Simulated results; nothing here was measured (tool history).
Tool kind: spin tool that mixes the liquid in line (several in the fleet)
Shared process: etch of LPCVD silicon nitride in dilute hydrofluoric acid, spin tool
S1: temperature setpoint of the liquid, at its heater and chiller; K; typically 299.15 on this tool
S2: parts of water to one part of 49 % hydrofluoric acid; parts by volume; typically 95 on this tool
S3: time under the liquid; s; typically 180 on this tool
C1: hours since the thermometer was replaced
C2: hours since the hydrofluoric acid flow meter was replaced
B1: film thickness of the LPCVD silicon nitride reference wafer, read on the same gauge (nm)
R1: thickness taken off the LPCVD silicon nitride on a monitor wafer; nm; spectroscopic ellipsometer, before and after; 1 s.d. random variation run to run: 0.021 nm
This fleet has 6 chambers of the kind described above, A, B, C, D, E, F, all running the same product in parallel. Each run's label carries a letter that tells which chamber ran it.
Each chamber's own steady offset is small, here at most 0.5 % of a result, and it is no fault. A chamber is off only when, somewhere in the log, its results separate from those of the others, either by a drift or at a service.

Run 1B, hour 3: usual settings; C1 763.5; C2 1177.3; B1 39.985. Result: R1 1.0002 nm.
Run 2E, hour 7.1: usual settings; C1 938.2; C2 1469.8; B1 40.006. Result: R1 1.0186 nm.
Run 3D, hour 11.6: usual settings; C1 505.9; C2 488.8; B1 40.015. Result: R1 1.0297 nm.
Run 4C, hour 13.7: usual settings; C1 986.1; C2 160.7; B1 40.006. Result: R1 1.0214 nm.
Run 5F, hour 17.1: usual settings; C1 592.5; C2 413.9; B1 40.015. Result: R1 1.0319 nm.
Run 6A, hour 19.3: usual settings; C1 705.1; C2 597.2; B1 40.009. Result: R1 1.0302 nm.
Run 7F, hour 21.7: usual settings; C1 597.1; C2 418.5; B1 40.01. Result: R1 1.0226 nm.
Run 8E, hour 26.1: usual settings; C1 957.2; C2 1488.8; B1 40.003. Result: R1 0.99999 nm.
Run 9B, hour 30: usual settings but S1 301.65 K, S2 110 parts by volume; C1 790.5; C2 1204.3; B1 40.002. Result: R1 0.98793 nm.
Run 10D, hour 33.6: usual settings but S1 301.65 K, S2 110 parts by volume; C1 527.9; C2 510.8; B1 40.011. Result: R1 1.0592 nm.
Run 11C, hour 38.2: usual settings but S1 301.65 K, S2 110 parts by volume; C1 1010.6; C2 185.2; B1 40.008. Result: R1 1.0346 nm.
Run 12A, hour 41: usual settings but S1 301.65 K, S2 110 parts by volume; C1 726.8; C2 618.9; B1 39.998. Result: R1 1.0264 nm.
Run 13F, hour 44.5: usual settings but S1 301.65 K, S2 110 parts by volume; C1 619.9; C2 441.3; B1 40.005. Result: R1 1.0686 nm.
Run 14C, hour 46.9: usual settings but S1 301.65 K, S2 110 parts by volume; C1 1019.3; C2 193.9; B1 39.992. Result: R1 1.0108 nm.
Run 15E, hour 49: usual settings; C1 980.1; C2 1511.7; B1 39.981. Result: R1 1.0524 nm.
Run 16D, hour 51.1: usual settings but S1 297.15 K, S2 115 parts by volume; C1 545.4; C2 528.3; B1 40.007. Result: R1 0.74145 nm.
Run 17A, hour 55.2: usual settings but S1 297.15 K, S2 115 parts by volume; C1 741; C2 633.1; B1 40.006. Result: R1 0.74412 nm.
Run 18B, hour 59.1: usual settings but S1 297.15 K, S2 115 parts by volume; C1 819.6; C2 1233.4; B1 40.012. Result: R1 0.7347 nm.
Run 19B, hour 62.9: usual settings but S1 297.15 K, S2 115 parts by volume; C1 823.4; C2 1237.2; B1 40.008. Result: R1 0.75413 nm.
Run 20E, hour 66.6: usual settings but S1 297.15 K, S2 115 parts by volume; C1 997.7; C2 1529.3; B1 39.998. Result: R1 0.73686 nm.
Run 21D, hour 70.7: usual settings but S1 297.15 K, S2 115 parts by volume; C1 565; C2 547.9; B1 39.996. Result: R1 0.73288 nm.
Run 22C, hour 75.1: usual settings; C1 1047.5; C2 222.1; B1 40.007. Result: R1 1.0661 nm.
Run 23A, hour 77.6: usual settings; C1 763.4; C2 655.5; B1 40.006. Result: R1 1.0163 nm.
Run 24F, hour 79.7: usual settings; C1 655.1; C2 476.5; B1 40.01. Result: R1 1.0151 nm.
Run 25D, hour 81.8: usual settings but S2 125 parts by volume; C1 576.1; C2 559; B1 40.002. Result: R1 0.80354 nm.
Run 26B, hour 84.4: usual settings but S2 125 parts by volume; C1 844.9; C2 1258.7; B1 40.006. Result: R1 0.79353 nm.
Run 27C, hour 88.9: usual settings but S2 125 parts by volume; C1 1061.3; C2 235.9; B1 39.995. Result: R1 0.79046 nm.
Run 28A, hour 92.5: usual settings but S2 125 parts by volume; C1 778.3; C2 670.4; B1 39.997. Result: R1 0.78908 nm.
Run 29F, hour 96.9: usual settings but S2 125 parts by volume; C1 672.3; C2 493.7; B1 39.978. Result: R1 0.79222 nm.
Run 30E, hour 99.2: usual settings but S2 125 parts by volume; C1 1030.3; C2 1561.9; B1 40.001. Result: R1 0.76431 nm.
Run 31C, hour 102: usual settings; C1 1074.4; C2 249; B1 40.019. Result: R1 1.0587 nm.
Run 32E, hour 105.7: usual settings but S1 303.15 K; C1 1036.8; C2 1568.4; B1 40.023. Result: R1 1.3005 nm.
Run 33B, hour 108.5: usual settings but S1 303.15 K; C1 869; C2 1282.8; B1 40.001. Result: R1 1.4418 nm.
Run 34D, hour 112.2: usual settings but S1 303.15 K; C1 606.5; C2 589.4; B1 39.985. Result: R1 1.2705 nm.
Run 35F, hour 115.8: usual settings but S1 303.15 K; C1 691.2; C2 512.6; B1 39.993. Result: R1 1.3001 nm.
Run 36A, hour 117.8: usual settings but S1 303.15 K; C1 803.6; C2 695.7; B1 40.019. Result: R1 1.3407 nm.
Run 37C, hour 120.3: usual settings but S1 303.15 K; C1 1092.7; C2 267.3; B1 39.998. Result: R1 1.3377 nm.
Run 38A, hour 123: usual settings but S1 296.15 K; C1 808.8; C2 700.9; B1 40.003. Result: R1 0.84856 nm.

The same settings go to every chamber for the next run, one line per chamber below. Forecast the results for each:
Run 39A, hour 126.3: usual settings. Result: R1 ?.
Run 39B, hour 126.3: usual settings. Result: R1 ?.
Run 39C, hour 126.3: usual settings. Result: R1 ?.
Run 39D, hour 126.3: usual settings. Result: R1 ?.
Run 39E, hour 126.3: usual settings. Result: R1 ?.
Run 39F, hour 126.3: usual settings. Result: R1 ?.

run      R1
39A  1.0219
39B  1.1872
39C  1.0337
39D  1.0324
39E  1.0209
39F   1.012
